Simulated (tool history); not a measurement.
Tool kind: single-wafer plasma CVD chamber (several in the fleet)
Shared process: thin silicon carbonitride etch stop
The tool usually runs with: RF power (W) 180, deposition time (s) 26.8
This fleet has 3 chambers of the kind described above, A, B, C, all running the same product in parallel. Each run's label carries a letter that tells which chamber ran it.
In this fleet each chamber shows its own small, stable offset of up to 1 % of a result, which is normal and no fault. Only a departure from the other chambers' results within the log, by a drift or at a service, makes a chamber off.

run	hour	RF power (W)	deposition time (s)	hours since the last thermocouple change	hours since the last RF generator calibration	read-back reference wafer on the same gauge, thickness_nm	mean film thickness on the monitor wafer (Å)
1C	5.7	180	26.8	1763.0	1109.1	15.100	148.12
2B	11.0	180	26.8	1754.0	850.1	15.111	147.10
3A	18.8	180	26.8	641.4	1785.7	15.111	148.27
4B	26.8	180	26.8	1769.8	865.9	15.116	147.14
5C	34.2	180	26.8	1791.5	1137.6	15.113	148.02
6A	42.9	180	26.8	665.5	1809.8	15.119	148.66
7B	51.8	180	26.8	1794.8	890.9	15.128	147.04
8A	59.9	180	26.8	682.5	1826.8	15.129	148.80
9C	67.5	180	26.8	1824.8	1170.9	15.127	148.35
10C	76.4	180	26.8	1833.7	1179.8	15.133	148.61
11B	82.1	180	26.8	1825.1	921.2	15.139	147.28
12A	91.1	180	26.8	713.7	1858.0	15.139	148.50
13B	95.3	180	26.8	1838.3	934.4	15.138	146.83
14C	99.7	180	26.8	1857.0	1203.1	15.148	148.69
15A	105.9	180	26.8	728.5	1872.8	15.148	148.89
16A	111.6	180	26.8	734.2	1878.5	15.153	149.15
17C	117.7	180	26.8	1875.0	1221.1	15.153	148.45
18B	126.0	180	26.8	1869.0	965.1	15.162	147.60
19B	134.8	180	26.8	1877.8	973.9	15.164	147.00
20C	139.7	180	26.8	1897.0	1243.1	15.166	148.96
21A	145.0	180	26.8	767.6	1911.9	15.164	148.70
22B	152.8	180	26.8	1895.8	991.9	15.175	147.83
23C	160.4	180	26.8	1917.7	1263.8	15.171	149.18
# hour 163.3: chamber A: RF generator calibrated
24A	168.4	180	26.8	791.0	5.1	15.179	149.53
25A	173.0	180	26.8	795.6	9.7	15.180	149.06
26B	178.4	150	29.2	1921.4	1017.5	15.178	152.49
27C	184.5	150	29.2	1941.8	1287.9	15.186	153.84
28C	190.1	150	29.2	1947.4	1293.5	15.185	154.25
29A	195.1	180	26.8	817.7	31.8	15.190	149.50
30B	199.4	180	26.8	1942.4	1038.5	15.193	147.65
31A	205.1	180	26.8	827.7	41.8	15.186	149.46
32C	214.0	180	26.8	1971.3	1317.4	15.198	148.88
33B	221.1	145	29.2	1964.1	1060.2	15.192	151.54
34A	228.0	145	29.2	850.6	64.7	15.211	152.02

All chambers now run identical settings, listed one chamber a line with results as question marks. What results will each chamber show?
35A	234.5	165	26.8				?
35B	234.5	165	26.8				?
35C	234.5	165	26.8				?

run	mean film thickness on the monitor wafer (Å)
35A	145.27
35B	144.03
35C	145.56
